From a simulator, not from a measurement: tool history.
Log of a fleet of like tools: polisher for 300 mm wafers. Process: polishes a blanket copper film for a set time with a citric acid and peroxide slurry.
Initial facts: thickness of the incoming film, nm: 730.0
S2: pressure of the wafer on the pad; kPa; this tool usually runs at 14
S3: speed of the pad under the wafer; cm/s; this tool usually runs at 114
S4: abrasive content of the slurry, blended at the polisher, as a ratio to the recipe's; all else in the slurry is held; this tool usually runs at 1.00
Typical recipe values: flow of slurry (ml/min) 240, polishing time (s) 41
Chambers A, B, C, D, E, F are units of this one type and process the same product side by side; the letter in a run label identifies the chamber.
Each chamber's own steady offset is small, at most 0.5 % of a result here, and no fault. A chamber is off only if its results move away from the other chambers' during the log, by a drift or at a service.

run 1C hour=5.9 | flow_of_slurry_(ml/min)=240 S2=14 S3=114 S4=1.00 polishing_time_(s)=41 | film_removed_(Å)=641.84
-- hour=6.6 chamber E: worn pad replaced by a new one
-- hour=8.9 chamber B: worn pad replaced by a new one
run 2A hour=11.2 | flow_of_slurry_(ml/min)=240 S2=14 S3=114 S4=1.00 polishing_time_(s)=41 | film_removed_(Å)=646.08
run 3B hour=15.7 | flow_of_slurry_(ml/min)=240 S2=14 S3=114 S4=1.00 polishing_time_(s)=41 | film_removed_(Å)=648.65
-- hour=16.0 chamber D: slurry blender recalibrated
run 4E hour=18.4 | flow_of_slurry_(ml/min)=240 S2=14 S3=114 S4=1.00 polishing_time_(s)=41 | film_removed_(Å)=650.21
run 5F hour=22.2 | flow_of_slurry_(ml/min)=240 S2=14 S3=114 S4=1.00 polishing_time_(s)=41 | film_removed_(Å)=653.11
run 6D hour=27.0 | flow_of_slurry_(ml/min)=240 S2=14 S3=114 S4=1.00 polishing_time_(s)=41 | film_removed_(Å)=638.76
-- hour=29.6 chamber C: worn pad replaced by a new one
run 7C hour=31.7 | flow_of_slurry_(ml/min)=240 S2=14 S3=114 S4=1.00 polishing_time_(s)=41 | film_removed_(Å)=644.50
-- hour=32.7 chamber E: slurry nozzle cleaned
run 8A hour=36.2 | flow_of_slurry_(ml/min)=240 S2=14 S3=134 S4=1.00 polishing_time_(s)=41 | film_removed_(Å)=763.09
run 9D hour=39.5 | flow_of_slurry_(ml/min)=240 S2=14 S3=134 S4=1.00 polishing_time_(s)=41 | film_removed_(Å)=761.63
-- hour=42.3 chamber F: worn pad replaced by a new one
run 10F hour=45.1 | flow_of_slurry_(ml/min)=240 S2=14 S3=134 S4=1.00 polishing_time_(s)=41 | film_removed_(Å)=761.36
-- hour=48.8 chamber E: worn pad replaced by a new one
run 11B hour=50.4 | flow_of_slurry_(ml/min)=240 S2=14 S3=134 S4=1.00 polishing_time_(s)=41 | film_removed_(Å)=756.11
-- hour=51.1 chamber A: worn pad replaced by a new one
run 12E hour=55.2 | flow_of_slurry_(ml/min)=240 S2=14 S3=134 S4=1.00 polishing_time_(s)=41 | film_removed_(Å)=758.99
-- hour=57.2 chamber D: head pressure recalibrated
run 13C hour=58.7 | flow_of_slurry_(ml/min)=240 S2=14 S3=134 S4=1.00 polishing_time_(s)=41 | film_removed_(Å)=764.03
run 14D hour=62.4 | flow_of_slurry_(ml/min)=240 S2=14 S3=114 S4=1.00 polishing_time_(s)=41 | film_removed_(Å)=643.86
run 15E hour=67.6 | flow_of_slurry_(ml/min)=240 S2=14 S3=142 S4=1.00 polishing_time_(s)=41 | film_removed_(Å)=798.88
-- hour=71.1 chamber C: head pressure recalibrated
-- hour=71.9 chamber E: slurry blender recalibrated
-- hour=72.0 chamber C: worn pad replaced by a new one
run 16F hour=72.9 | flow_of_slurry_(ml/min)=240 S2=14 S3=142 S4=1.00 polishing_time_(s)=41 | film_removed_(Å)=797.88
run 17A hour=76.4 | flow_of_slurry_(ml/min)=240 S2=14 S3=142 S4=1.00 polishing_time_(s)=41 | film_removed_(Å)=807.40
run 18B hour=80.0 | flow_of_slurry_(ml/min)=240 S2=14 S3=142 S4=1.00 polishing_time_(s)=41 | film_removed_(Å)=807.75
-- hour=82.9 chamber B: worn pad replaced by a new one
run 19D hour=83.8 | flow_of_slurry_(ml/min)=240 S2=14 S3=142 S4=1.00 polishing_time_(s)=41 | film_removed_(Å)=778.56
-- hour=84.3 chamber E: worn pad replaced by a new one
run 20E hour=89.1 | flow_of_slurry_(ml/min)=240 S2=14 S3=142 S4=1.00 polishing_time_(s)=41 | film_removed_(Å)=802.02
run 21A hour=94.2 | flow_of_slurry_(ml/min)=240 S2=14 S3=114 S4=1.00 polishing_time_(s)=41 | film_removed_(Å)=658.78
-- hour=96.2 chamber F: slurry nozzle cleaned
run 22B hour=98.1 | flow_of_slurry_(ml/min)=240 S2=14 S3=114 S4=1.00 polishing_time_(s)=41 | film_removed_(Å)=649.38
run 23C hour=103.0 | flow_of_slurry_(ml/min)=240 S2=14 S3=132 S4=1.15 polishing_time_(s)=41 | film_removed_(Å)=759.23
run 24F hour=106.1 | flow_of_slurry_(ml/min)=240 S2=14 S3=132 S4=1.15 polishing_time_(s)=41 | film_removed_(Å)=775.37
run 25D hour=109.7 | flow_of_slurry_(ml/min)=240 S2=14 S3=132 S4=1.15 polishing_time_(s)=41 | film_removed_(Å)=730.51
-- hour=110.2 chamber F: worn pad replaced by a new one
run 26A hour=113.4 | flow_of_slurry_(ml/min)=240 S2=14 S3=132 S4=1.15 polishing_time_(s)=41 | film_removed_(Å)=770.00
run 27F hour=115.9 | flow_of_slurry_(ml/min)=240 S2=14 S3=132 S4=1.15 polishing_time_(s)=41 | film_removed_(Å)=763.99
-- hour=116.2 chamber C: worn pad replaced by a new one
run 28B hour=121.0 | flow_of_slurry_(ml/min)=240 S2=14 S3=132 S4=1.15 polishing_time_(s)=41 | film_removed_(Å)=775.98
run 29C hour=125.1 | flow_of_slurry_(ml/min)=240 S2=14 S3=114 S4=1.00 polishing_time_(s)=41 | film_removed_(Å)=639.07
-- hour=127.6 chamber E: worn pad replaced by a new one
run 30E hour=130.6 | flow_of_slurry_(ml/min)=240 S2=14 S3=114 S4=1.00 polishing_time_(s)=41 | film_removed_(Å)=657.66
run 31B hour=134.9 | flow_of_slurry_(ml/min)=240 S2=14 S3=114 S4=1.25 polishing_time_(s)=33 | film_removed_(Å)=536.74
-- hour=135.9 chamber A: worn pad replaced by a new one
run 32F hour=137.7 | flow_of_slurry_(ml/min)=240 S2=14 S3=114 S4=1.25 polishing_time_(s)=33 | film_removed_(Å)=543.76
run 33E hour=141.2 | flow_of_slurry_(ml/min)=240 S2=14 S3=114 S4=1.25 polishing_time_(s)=33 | film_removed_(Å)=554.34
run 34A hour=146.0 | flow_of_slurry_(ml/min)=240 S2=14 S3=114 S4=1.25 polishing_time_(s)=33 | film_removed_(Å)=548.57
-- hour=147.5 chamber B: worn pad replaced by a new one
-- hour=147.6 chamber D: slurry blender recalibrated
run 35C hour=149.6 | flow_of_slurry_(ml/min)=240 S2=14 S3=114 S4=1.25 polishing_time_(s)=33 | film_removed_(Å)=554.41
run 36D hour=153.5 | flow_of_slurry_(ml/min)=240 S2=14 S3=114 S4=1.25 polishing_time_(s)=33 | film_removed_(Å)=503.48
run 37A hour=157.0 | flow_of_slurry_(ml/min)=240 S2=14 S3=114 S4=1.00 polishing_time_(s)=41 | film_removed_(Å)=655.09
-- hour=158.4 chamber C: worn pad replaced by a new one
run 38B hour=160.6 | flow_of_slurry_(ml/min)=240 S2=14 S3=114 S4=1.00 polishing_time_(s)=41 | film_removed_(Å)=652.77
run 39C hour=165.9 | flow_of_slurry_(ml/min)=280 S2=14 S3=114 S4=1.00 polishing_time_(s)=32 | film_removed_(Å)=505.27

All chambers now run identical settings, listed one chamber a line with results as question marks. What results will each chamber show?
run 40A hour=170.2 | flow_of_slurry_(ml/min)=240 S2=14 S3=114 S4=1.00 polishing_time_(s)=41 | film_removed_(Å)=?
run 40B hour=170.2 | flow_of_slurry_(ml/min)=240 S2=14 S3=114 S4=1.00 polishing_time_(s)=41 | film_removed_(Å)=?
run 40C hour=170.2 | flow_of_slurry_(ml/min)=240 S2=14 S3=114 S4=1.00 polishing_time_(s)=41 | film_removed_(Å)=?
run 40D hour=170.2 | flow_of_slurry_(ml/min)=240 S2=14 S3=114 S4=1.00 polishing_time_(s)=41 | film_removed_(Å)=?
run 40E hour=170.2 | flow_of_slurry_(ml/min)=240 S2=14 S3=114 S4=1.00 polishing_time_(s)=41 | film_removed_(Å)=?
run 40F hour=170.2 | flow_of_slurry_(ml/min)=240 S2=14 S3=114 S4=1.00 polishing_time_(s)=41 | film_removed_(Å)=?

run=40A film_removed_(Å)=644.03
run=40B film_removed_(Å)=651.01
run=40C film_removed_(Å)=641.85
run=40D film_removed_(Å)=599.41
run=40E film_removed_(Å)=653.24
run=40F film_removed_(Å)=664.56
